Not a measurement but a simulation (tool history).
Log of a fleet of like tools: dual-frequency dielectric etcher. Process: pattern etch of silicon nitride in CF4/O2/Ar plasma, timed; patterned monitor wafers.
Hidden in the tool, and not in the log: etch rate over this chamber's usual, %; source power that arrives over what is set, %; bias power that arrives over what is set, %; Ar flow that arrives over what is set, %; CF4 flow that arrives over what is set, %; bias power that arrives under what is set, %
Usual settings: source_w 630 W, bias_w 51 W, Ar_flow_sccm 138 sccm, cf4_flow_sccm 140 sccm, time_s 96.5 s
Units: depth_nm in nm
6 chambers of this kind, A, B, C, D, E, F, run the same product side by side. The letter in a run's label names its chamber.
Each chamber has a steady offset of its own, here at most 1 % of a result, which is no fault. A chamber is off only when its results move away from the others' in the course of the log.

run   hour  source_w  bias_w  Ar_flow_sccm  cf4_flow_sccm  time_s  hours since the last wet clean  hours since the last source power generator calibration  hours since the last bias power generator calibration  hours since the last Ar flow controller change  hours since the last CF4 flow controller change  read-back reference wafer on the same gauge, depth_nm  depth_nm
 1C    8.6       630      51           138            140    96.5                           137.7                                                   1122.8                                                 2199.8                                          2167.1                                           1900.7                                                 231.08    226.44
 2F   15.3       630      51           138            140    96.5                           286.0                                                   2003.7                                                 1182.4                                          3585.3                                           2083.3                                                 231.05    224.73
 3A   23.6       630      51           138            140    96.5                            71.4                                                   3810.9                                                 1626.0                                          2278.3                                           1132.5                                                 231.01    225.69
 4B   31.2       630      51           138            140    96.5                           645.5                                                    396.9                                                  284.7                                          3054.2                                           2388.9                                                 231.11    223.81
 5D   42.3       630      51           138            140    96.5                           195.0                                                   1350.0                                                 1812.4                                          4468.8                                            808.2                                                 231.10    226.32
      45.9  -- chamber C: CF4 flow controller replaced
 6E   48.1       630      51           138            140    74.0                           371.0                                                    452.5                                                  954.3                                          3751.6                                           3252.5                                                 231.15    173.53
      55.9  -- chamber B: wet clean of the chamber
 7A   59.8       630      51           138            140    74.0                           107.6                                                   3847.1                                                 1662.2                                          2314.5                                           1168.7                                                 231.14    173.20
 8E   66.2       630      51           138            140    74.0                           389.1                                                    470.6                                                  972.4                                          3769.7                                           3270.6                                                 231.23    172.99
      71.6  -- chamber E: wet clean of the chamber
 9D   78.1       630      51           138            140    74.0                           230.8                                                   1385.8                                                 1848.2                                          4504.6                                            844.0                                                 231.19    173.81
10B   91.0       630      51           138            140    74.0                            35.2                                                    456.7                                                  344.5                                          3114.0                                           2448.7                                                 231.20    171.98
11C  104.1       630      51           138            140    74.0                           233.2                                                   1218.3                                                 2295.3                                          2262.6                                             58.3                                                 231.37    173.52
12F  111.2       630      51           138            140    96.5                           381.9                                                   2099.6                                                 1278.3                                          3681.2                                           2179.2                                                 231.36    225.11
     119.6  -- chamber B: CF4 flow controller replaced
13C  119.9       630      51           138            140    96.5                           249.0                                                   1234.1                                                 2311.1                                          2278.4                                             74.1                                                 231.45    226.36
14B  127.9       630      51           138            140    96.5                            72.1                                                    493.6                                                  381.4                                          3150.9                                              8.4                                                 231.37    224.72
15F  134.0       630      51           138            140    96.5                           404.7                                                   2122.4                                                 1301.1                                          3704.0                                           2202.0                                                 231.48    225.49
     136.3  -- chamber F: wet clean of the chamber
16A  144.2       630      51           138            140    96.5                           192.0                                                   3931.5                                                 1746.6                                          2398.9                                           1253.1                                                 231.54    225.98
17D  155.2       630      51           138            140    96.5                           307.9                                                   1462.9                                                 1925.3                                          4581.7                                            921.1                                                 231.45    226.42
18E  163.0       630      51           138            140    96.5                            91.5                                                    567.4                                                 1069.2                                          3866.5                                           3367.4                                                 231.50    226.26
19F  175.9       630      51           138            140    96.5                            39.6                                                   2164.3                                                 1343.0                                          3745.9                                           2243.9                                                 231.53    225.41
     180.1  -- chamber A: Ar flow controller replaced
20C  185.7       630      51           138            140    96.5                           314.8                                                   1299.9                                                 2376.9                                          2344.2                                            139.9                                                 231.51    227.13
21D  195.7       630      51           138            140    96.5                           348.4                                                   1503.4                                                 1965.8                                          4622.2                                            961.6                                                 231.62    227.12
22A  202.7       630      51           138            140    96.5                           250.5                                                   3990.0                                                 1805.1                                            22.7                                           1311.6                                                 231.62    226.72
23B  211.9       520      51           138            140    96.5                           156.1                                                    577.6                                                  465.4                                          3234.9                                             92.4                                                 231.62    190.30
24E  223.7       520      51           138            140    96.5                           152.2                                                    628.1                                                 1129.9                                          3927.2                                           3428.1                                                 231.68    191.06
25E  233.8       520      51           138            140    96.5                           162.3                                                    638.2                                                 1140.0                                          3937.3                                           3438.2                                                 231.77    191.70
26C  241.3       520      51           138            140    96.5                           370.4                                                   1355.5                                                 2432.5                                          2399.8                                            195.5                                                 231.75    191.43
27B  248.0       520      51           138            140    96.5                           192.2                                                    613.7                                                  501.5                                          3271.0                                            128.5                                                 231.70    190.52
28A  257.6       520      51           138            140    96.5                           305.4                                                   4044.9                                                 1860.0                                            77.6                                           1366.5                                                 231.76    191.76
29D  267.5       630      51           138            140    96.5                           420.2                                                   1575.2                                                 2037.6                                          4694.0                                           1033.4                                                 231.79    227.40
30F  278.8       630      51           138            140    96.5                           142.5                                                   2267.2                                                 1445.9                                          3848.8                                           2346.8                                                 231.79    225.76
31E  286.4       630      51           138            140    96.5                           214.9                                                    690.8                                                 1192.6                                          3989.9                                           3490.8                                                 231.91    226.22
     295.7  -- chamber D: wet clean of the chamber
32C  298.4       630      51           138            140    96.5                           427.5                                                   1412.6                                                 2489.6                                          2456.9                                            252.6                                                 231.92    226.77
33D  306.5       630      51           138            140    96.5                            10.8                                                   1614.2                                                 2076.6                                          4733.0                                           1072.4                                                 231.93    227.20
34F  315.2       630      51           138            140    96.5                           178.9                                                   2303.6                                                 1482.3                                          3885.2                                           2383.2                                                 231.99    225.53
35B  321.9       630      51           138            140    96.5                           266.1                                                    687.6                                                  575.4                                          3344.9                                            202.4                                                 231.93    225.22
36A  330.9       630      51           138            140    96.5                           378.7                                                   4118.2                                                 1933.3                                           150.9                                           1439.8                                                 232.10    226.69
37E  340.1       630      51           138            140    96.5                           268.6                                                    744.5                                                 1246.3                                          4043.6                                           3544.5                                                 232.01    226.43
38D  349.6       630      51           138            140    96.5                            53.9                                                   1657.3                                                 2119.7                                          4776.1                                           1115.5                                                 232.14    227.64
39F  360.5       630      51           138            140    96.5                           224.2                                                   2348.9                                                 1527.6                                          3930.5                                           2428.5                                                 232.10    225.90
40B  366.7       630      51           138            140    96.5                           310.9                                                    732.4                                                  620.2                                          3389.7                                            247.2                                                 232.06    224.99
41A  373.9       630      51           138            140    96.5                           421.7                                                   4161.2                                                 1976.3                                           193.9                                           1482.8                                                 232.17    226.77

Is one chamber off against the others, does the gauge drift, or is nothing wrong? If a chamber is off, say which, and what the likeliest cause is.

The gauge drifts, so all chambers seem to drift together. No chamber is off.
Cause: gauge reads high (%) = 0.512.
